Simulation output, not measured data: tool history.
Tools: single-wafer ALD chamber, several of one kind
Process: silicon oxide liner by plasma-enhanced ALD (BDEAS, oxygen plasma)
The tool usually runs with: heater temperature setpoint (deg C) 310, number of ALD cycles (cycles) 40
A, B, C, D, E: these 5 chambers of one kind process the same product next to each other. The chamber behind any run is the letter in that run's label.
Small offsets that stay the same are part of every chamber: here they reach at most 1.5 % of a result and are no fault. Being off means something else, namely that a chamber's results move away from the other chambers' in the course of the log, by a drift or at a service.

run,hour,heater temperature setpoint (deg C),number of ALD cycles (cycles),hours since the last thermocouple change,"read-back reference wafer on the same gauge, thickness_nm",mean film thickness on the monitor wafer (Å)
1A,4.2,310,40,1328.9,3.46,36.741
2D,8.7,310,40,1865.9,3.4595,36.703
3C,12.1,310,40,2615,3.4586,36.587
4B,16.2,310,40,1157.2,3.4588,37.094
5E,19.1,310,40,2249.1,3.458,36.899
6D,21.5,310,40,1878.7,3.4579,36.64
7E,26,310,40,2256,3.4578,36.97
8B,30.5,310,40,1171.5,3.4572,37.061
9A,35,310,40,1359.7,3.4569,36.618
10C,39.1,300,47,2642,3.4553,43.443
11E,44.2,300,47,2274.2,3.4544,43.884
12D,49.3,300,47,1906.5,3.4545,43.654
# hour 49.9: chamber C: thermocouple changed; heater temperature recalibrated
13A,52.2,300,47,1376.9,3.4557,43.635
14B,56.7,300,47,1197.7,3.4548,44.169
15C,59.1,296,40,9.2,3.4546,37.582
16B,63.4,296,40,1204.4,3.4531,38.056
17E,68.1,296,40,2298.1,3.4541,38.005
18D,72.5,296,40,1929.7,3.4531,37.629
19C,76.5,296,40,26.6,3.4514,37.523
20A,81.5,310,40,1406.2,3.4525,36.625
21A,85.6,310,40,1410.3,3.4513,36.625
22B,90.5,310,40,1231.5,3.4507,37.029
23D,95.5,310,40,1952.7,3.4511,36.599
24E,99.4,310,40,2329.4,3.4512,36.78
25C,102.1,319,40,52.2,3.4492,36.025
26A,105,319,40,1429.7,3.4499,36.156
27B,107.5,319,40,1248.5,3.4484,36.547
28E,112.2,319,40,2342.2,3.4483,36.317
29C,115.7,319,40,65.8,3.4486,35.945
30D,120.7,310,40,1977.9,3.4471,36.597
31A,123.1,310,40,1447.8,3.4473,36.553
32E,127.3,310,40,2357.3,3.4477,36.806
33C,130,323,43,80.1,3.4467,38.401
34B,134,323,43,1275,3.4456,38.978
35D,138.6,323,43,1995.8,3.4456,38.503
36C,142.8,323,43,92.9,3.4452,38.468
37E,147.4,323,43,2377.4,3.4452,38.771
38D,151.4,310,40,2008.6,3.4441,36.609
39A,154.3,310,40,1479,3.4442,36.559
40B,157.3,310,40,1298.3,3.4434,36.922
41B,161.4,310,40,1302.4,3.4442,36.99
42C,166.1,320,33,116.2,3.444,29.564
43D,168.3,320,33,2025.5,3.4436,29.718
44A,172.2,320,33,1496.9,3.443,29.713

Read the log: is a single chamber off, either drifting away or since a service, is the gauge that measures every chamber drifting, or is nothing wrong beyond small per-chamber offsets? Name any odd chamber and what most likely caused it.

Gauge drift. The chambers move together only on paper, and none stands off.
What lies behind it: gauge reads low (%) = 0.509.
